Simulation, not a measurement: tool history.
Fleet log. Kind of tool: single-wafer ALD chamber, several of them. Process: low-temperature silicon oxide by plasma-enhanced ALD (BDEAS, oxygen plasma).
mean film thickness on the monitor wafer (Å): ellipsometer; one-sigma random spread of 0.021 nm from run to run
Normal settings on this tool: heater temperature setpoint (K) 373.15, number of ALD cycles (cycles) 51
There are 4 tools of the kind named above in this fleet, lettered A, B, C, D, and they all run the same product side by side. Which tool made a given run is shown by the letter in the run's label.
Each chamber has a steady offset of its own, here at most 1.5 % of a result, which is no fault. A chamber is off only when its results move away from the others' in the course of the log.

| run | hour | heater temperature setpoint (K) | number of ALD cycles (cycles) | read-back reference wafer on the same gauge, thickness_nm | mean film thickness on the monitor wafer (Å) |
|---|---|---|---|---|---|
| 1D | 3.9 | 373.15 | 51 | 6.7556 | 73.148 |
| 2C | 8.8 | 373.15 | 51 | 6.7462 | 73.036 |
| 3B | 13 | 373.15 | 51 | 6.7496 | 72.084 |
| 4A | 17.2 | 373.15 | 51 | 6.7508 | 72.028 |
| 5B | 23 | 373.15 | 51 | 6.7512 | 71.994 |
| 6D | 27.9 | 373.15 | 51 | 6.7504 | 73.259 |
| 7A | 32.1 | 373.15 | 51 | 6.7508 | 71.921 |
| 8C | 37.7 | 373.15 | 51 | 6.7463 | 72.747 |
| 9A | 43.3 | 373.15 | 51 | 6.7504 | 71.979 |
| 10B | 48.9 | 373.15 | 51 | 6.7526 | 72.121 |
| 11D | 53.2 | 373.15 | 51 | 6.7522 | 73.038 |
| 12C | 57.6 | 382.15 | 60 | 6.7494 | 84.478 |
| 13A | 61.2 | 382.15 | 60 | 6.7477 | 83.081 |
| 14D | 68.2 | 382.15 | 60 | 6.7504 | 84.653 |
| 15C | 75.8 | 382.15 | 60 | 6.7545 | 84.288 |
| 16B | 83.5 | 373.15 | 51 | 6.7483 | 72.179 |
| 17B | 88 | 385.15 | 58 | 6.7493 | 80.528 |
| 18C | 94.9 | 385.15 | 58 | 6.7479 | 81.01 |
| 19A | 102.1 | 385.15 | 58 | 6.749 | 79.926 |
| 20D | 105.5 | 385.15 | 58 | 6.7518 | 81.852 |
| 21D | 110.6 | 373.15 | 51 | 6.7548 | 73.088 |
| 22C | 117 | 373.15 | 51 | 6.756 | 72.824 |
| 23A | 122.8 | 373.15 | 51 | 6.7455 | 71.801 |
| 24B | 126.3 | 373.15 | 51 | 6.7508 | 71.863 |
| 25A | 129.9 | 373.15 | 51 | 6.7507 | 71.968 |
| 26B | 134.4 | 367.15 | 43 | 6.7495 | 61.866 |
| 27C | 140.6 | 367.15 | 43 | 6.7548 | 62.678 |
| 28D | 145 | 367.15 | 43 | 6.7499 | 62.629 |
| 29C | 149.8 | 367.15 | 43 | 6.7509 | 62.65 |
| 30A | 157.4 | 373.15 | 58 | 6.7539 | 81.776 |
| 31D | 165.1 | 373.15 | 58 | 6.7514 | 83.467 |
| 32B | 171 | 373.15 | 58 | 6.7512 | 81.178 |
| 33D | 176.7 | 373.15 | 58 | 6.7502 | 83.278 |
| 34A | 180.5 | 373.15 | 51 | 6.7565 | 71.672 |
| 35B | 187.9 | 373.15 | 51 | 6.7549 | 72.102 |
| 36C | 194.3 | 373.15 | 51 | 6.7526 | 72.724 |
| 37C | 200.4 | 373.15 | 51 | 6.752 | 72.904 |
| 38D | 206.5 | 373.15 | 51 | 6.7462 | 73.637 |
| 39B | 211 | 373.15 | 51 | 6.7522 | 71.812 |
| 40A | 218.6 | 373.15 | 51 | 6.7499 | 71.494 |
| 41A | 222.2 | 373.15 | 51 | 6.7477 | 71.894 |
| 42D | 226 | 378.15 | 54 | 6.7493 | 76.529 |
| 43B | 230.1 | 378.15 | 54 | 6.7481 | 75.515 |

What goes on in this fleet: one chamber off, a drifting gauge, or nothing beyond the chambers' own small offsets? Name the chamber and the cause, if any.

Beyond each chamber's small constant offset nothing stands out, and the gauge stays steady.
